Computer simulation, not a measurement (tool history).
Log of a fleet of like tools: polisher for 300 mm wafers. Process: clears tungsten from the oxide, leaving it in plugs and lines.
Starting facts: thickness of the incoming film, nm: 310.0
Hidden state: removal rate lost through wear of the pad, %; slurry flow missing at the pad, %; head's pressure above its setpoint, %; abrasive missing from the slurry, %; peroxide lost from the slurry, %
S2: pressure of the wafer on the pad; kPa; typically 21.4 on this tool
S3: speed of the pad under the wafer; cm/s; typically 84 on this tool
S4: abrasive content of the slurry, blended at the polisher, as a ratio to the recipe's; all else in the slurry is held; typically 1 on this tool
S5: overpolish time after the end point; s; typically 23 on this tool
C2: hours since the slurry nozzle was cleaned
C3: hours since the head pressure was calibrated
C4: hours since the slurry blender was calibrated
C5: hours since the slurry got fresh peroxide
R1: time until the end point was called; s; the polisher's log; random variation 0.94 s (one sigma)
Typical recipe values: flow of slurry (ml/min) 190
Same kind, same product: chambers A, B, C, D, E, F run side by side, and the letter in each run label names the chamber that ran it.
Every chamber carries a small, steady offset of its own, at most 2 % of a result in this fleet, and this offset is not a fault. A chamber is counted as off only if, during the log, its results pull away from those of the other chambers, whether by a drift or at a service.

Run 1D, hour 6.1: usual settings; wafers polished on this pad 638; C2 308; C3 592.5; C4 71; C5 124.5. Result: R1 80.25 s.
Run 2A, hour 10: usual settings; wafers polished on this pad 748; C2 358.5; C3 172.4; C4 102.6; C5 56.2. Result: R1 76.67 s.
At hour 11.2: chamber E: slurry tank refilled with fresh slurry and peroxide.
At hour 11.6: chamber E: worn pad replaced by a new one.
At hour 12.1: chamber F: worn pad replaced by a new one.
At hour 13.1: chamber A: slurry tank refilled with fresh slurry and peroxide.
Run 3E, hour 16: usual settings; wafers polished on this pad 34; C2 265.7; C3 74.9; C4 107.2; C5 4.9. Result: R1 79.705 s.
At hour 17.9: chamber D: slurry tank refilled with fresh slurry and peroxide.
Run 4F, hour 19.3: usual settings; wafers polished on this pad 55; C2 315.1; C3 380.3; C4 39.2; C5 33.6. Result: R1 79.492 s.
At hour 20.8: chamber D: worn pad replaced by a new one.
At hour 22.4: chamber A: slurry blender recalibrated.
At hour 25.1: chamber C: worn pad replaced by a new one.
Run 5B, hour 25.4: usual settings; wafers polished on this pad 279; C2 567.9; C3 78.1; C4 114.8; C5 110. Result: R1 78.452 s.
Run 6C, hour 30.3: usual settings; wafers polished on this pad 40; C2 123.8; C3 473.3; C4 104.5; C5 83.7. Result: R1 79.171 s.
Run 7A, hour 34.2: usual settings; wafers polished on this pad 933; C2 382.7; C3 196.6; C4 11.9; C5 21.2. Result: R1 79.091 s.
Run 8E, hour 40.2: usual settings; wafers polished on this pad 219; C2 289.9; C3 99.1; C4 131.4; C5 29.1. Result: R1 77.089 s.
At hour 44.2: chamber A: slurry nozzle cleaned.
At hour 44.9: chamber F: slurry nozzle cleaned.
Run 9F, hour 47.6: usual settings; wafers polished on this pad 271; C2 2.7; C3 408.6; C4 67.5; C5 61.9. Result: R1 81.281 s.
Run 10B, hour 51.3: usual settings; wafers polished on this pad 477; C2 593.8; C3 104; C4 140.7; C5 135.9. Result: R1 79.095 s.
At hour 52.3: chamber B: worn pad replaced by a new one.
Run 11C, hour 55.4: usual settings; wafers polished on this pad 232; C2 148.9; C3 498.4; C4 129.6; C5 108.8. Result: R1 80.287 s.
Run 12D, hour 61.4: usual settings; wafers polished on this pad 311; C2 363.3; C3 647.8; C4 126.3; C5 43.5. Result: R1 81.34 s.
At hour 62.5: chamber E: slurry tank refilled with fresh slurry and peroxide.
At hour 64.5: chamber C: head pressure recalibrated.
At hour 65.8: chamber A: worn pad replaced by a new one.
Run 13C, hour 67.4: usual settings but S3 58 cm/s; wafers polished on this pad 324; C2 160.9; C3 2.9; C4 141.6; C5 120.8. Result: R1 114.56 s.
Run 14A, hour 73.2: usual settings but S3 58 cm/s; wafers polished on this pad 57; C2 29.1; C3 235.6; C4 50.9; C5 60.2. Result: R1 114.54 s.
At hour 78.1: chamber A: slurry tank refilled with fresh slurry and peroxide.
Run 15D, hour 80.2: usual settings but S3 58 cm/s; wafers polished on this pad 455; C2 382.1; C3 666.6; C4 145.1; C5 62.3. Result: R1 114.12 s.
Run 16F, hour 87.1: usual settings but S3 58 cm/s; wafers polished on this pad 574; C2 42.2; C3 448.1; C4 107; C5 101.4. Result: R1 116.47 s.
Run 17B, hour 92.6: usual settings but S3 58 cm/s; wafers polished on this pad 308; C2 635.1; C3 145.3; C4 182; C5 177.2. Result: R1 113.78 s.
At hour 95.7: chamber E: slurry blender recalibrated.
Run 18E, hour 97.3: usual settings but S3 58 cm/s; wafers polished on this pad 656; C2 347; C3 156.2; C4 1.7; C5 34.8. Result: R1 112.95 s.
Run 19F, hour 101.4: usual settings; wafers polished on this pad 683; C2 56.5; C3 462.4; C4 121.3; C5 115.7. Result: R1 80.058 s.
Run 20E, hour 105.7: usual settings; wafers polished on this pad 720; C2 355.4; C3 164.6; C4 10.1; C5 43.2. Result: R1 78.619 s.
At hour 111.2: chamber C: slurry tank refilled with fresh slurry and peroxide.
At hour 111.6: chamber D: worn pad replaced by a new one.
Run 21C, hour 111.6: usual settings; wafers polished on this pad 662; C2 205.1; C3 47.1; C4 185.8; C5 0.5. Result: R1 81.805 s.
At hour 114.5: chamber F: worn pad replaced by a new one.
At hour 116.3: chamber B: slurry tank refilled with fresh slurry and peroxide.
Run 22D, hour 118.5: usual settings; wafers polished on this pad 52; C2 420.4; C3 704.9; C4 183.4; C5 100.6. Result: R1 82.055 s.
At hour 118.9: chamber B: worn pad replaced by a new one.
At hour 122: chamber E: slurry tank refilled with fresh slurry and peroxide.
At hour 122.2: chamber D: slurry tank refilled with fresh slurry and peroxide.
Run 23A, hour 124.5: usual settings; wafers polished on this pad 449; C2 80.4; C3 286.9; C4 102.2; C5 46.5. Result: R1 78.837 s.
Run 24B, hour 131: usual settings; wafers polished on this pad 92; C2 673.5; C3 183.7; C4 220.4; C5 14.7. Result: R1 79.165 s.
At hour 134.8: chamber F: head pressure recalibrated.
At hour 135.1: chamber F: slurry blender recalibrated.
At hour 137.6: chamber A: slurry tank refilled with fresh slurry and peroxide.
Run 25B, hour 138.4: usual settings; wafers polished on this pad 149; C2 680.9; C3 191.1; C4 227.8; C5 22.1. Result: R1 78.589 s.
Run 26C, hour 143.2: usual settings; wafers polished on this pad 904; C2 236.7; C3 78.7; C4 217.4; C5 32.1. Result: R1 80.224 s.
At hour 144: chamber A: slurry blender recalibrated.
At hour 148.2: chamber F: slurry tank refilled with fresh slurry and peroxide.
Run 27A, hour 148.2: usual settings; wafers polished on this pad 631; C2 104.1; C3 310.6; C4 4.2; C5 10.6. Result: R1 78.173 s.
Run 28F, hour 154.8: usual settings; wafers polished on this pad 308; C2 109.9; C3 20.1; C4 19.7; C5 6.6. Result: R1 79.436 s.
At hour 157: chamber D: slurry blender recalibrated.
Run 29D, hour 160.3: usual settings; wafers polished on this pad 372; C2 462.2; C3 746.7; C4 3.4; C5 38.2. Result: R1 82.107 s.
At hour 164.8: chamber C: worn pad replaced by a new one.
Run 30E, hour 166.8: usual settings; wafers polished on this pad 1188; C2 416.5; C3 225.7; C4 71.2; C5 44.9. Result: R1 80.044 s.
At hour 171.9: chamber E: worn pad replaced by a new one.
Run 31D, hour 172.3: usual settings; wafers polished on this pad 464; C2 474.2; C3 758.7; C4 15.4; C5 50.2. Result: R1 80.667 s.
Run 32C, hour 176.2: usual settings; wafers polished on this pad 87; C2 269.7; C3 111.7; C4 250.4; C5 65.1. Result: R1 80.198 s.
Run 33A, hour 182: usual settings but flow of slurry (ml/min) 165; wafers polished on this pad 890; C2 137.9; C3 344.4; C4 38; C5 44.4. Result: R1 81.272 s.
At hour 183.1: chamber B: worn pad replaced by a new one.
At hour 187.9: chamber E: slurry tank refilled with fresh slurry and peroxide.
Run 34E, hour 188.5: usual settings but flow of slurry (ml/min) 165; wafers polished on this pad 127; C2 438.2; C3 247.4; C4 92.9; C5 0.7. Result: R1 80.116 s.
At hour 190.4: chamber A: worn pad replaced by a new one.
Run 35B, hour 193.7: usual settings but flow of slurry (ml/min) 165; wafers polished on this pad 81; C2 736.2; C3 246.4; C4 283.1; C5 77.4. Result: R1 80.563 s.
At hour 195.4: chamber E: slurry nozzle cleaned.
Run 36F, hour 198.8: usual settings but flow of slurry (ml/min) 165; wafers polished on this pad 645; C2 153.9; C3 64.1; C4 63.7; C5 50.6. Result: R1 80.173 s.
At hour 200.1: chamber A: slurry tank refilled with fresh slurry and peroxide.
Run 37D, hour 205.1: usual settings but flow of slurry (ml/min) 165; wafers polished on this pad 715; C2 507; C3 791.5; C4 48.2; C5 83. Result: R1 81.798 s.
At hour 208.6: chamber F: worn pad replaced by a new one.
Run 38E, hour 211.5: usual settings but flow of slurry (ml/min) 165; wafers polished on this pad 303; C2 16.2; C3 270.4; C4 115.9; C5 23.7. Result: R1 81.88 s.
Run 39F, hour 217.6: usual settings; wafers polished on this pad 69; C2 172.7; C3 82.9; C4 82.5; C5 69.4. Result: R1 81.161 s.
Run 40A, hour 222.1: usual settings; wafers polished on this pad 242; C2 178; C3 384.5; C4 78.1; C5 22.1. Result: R1 77.759 s.
Run 41C, hour 227: usual settings; wafers polished on this pad 476; C2 320.5; C3 162.5; C4 301.2; C5 115.9. Result: R1 78.986 s.

What goes on in this fleet: one chamber off, a drifting gauge, or nothing beyond the chambers' own small offsets? Name the chamber and the cause, if any.

The fleet is healthy, with each chamber sitting at its usual small offset and no drift in the gauge.
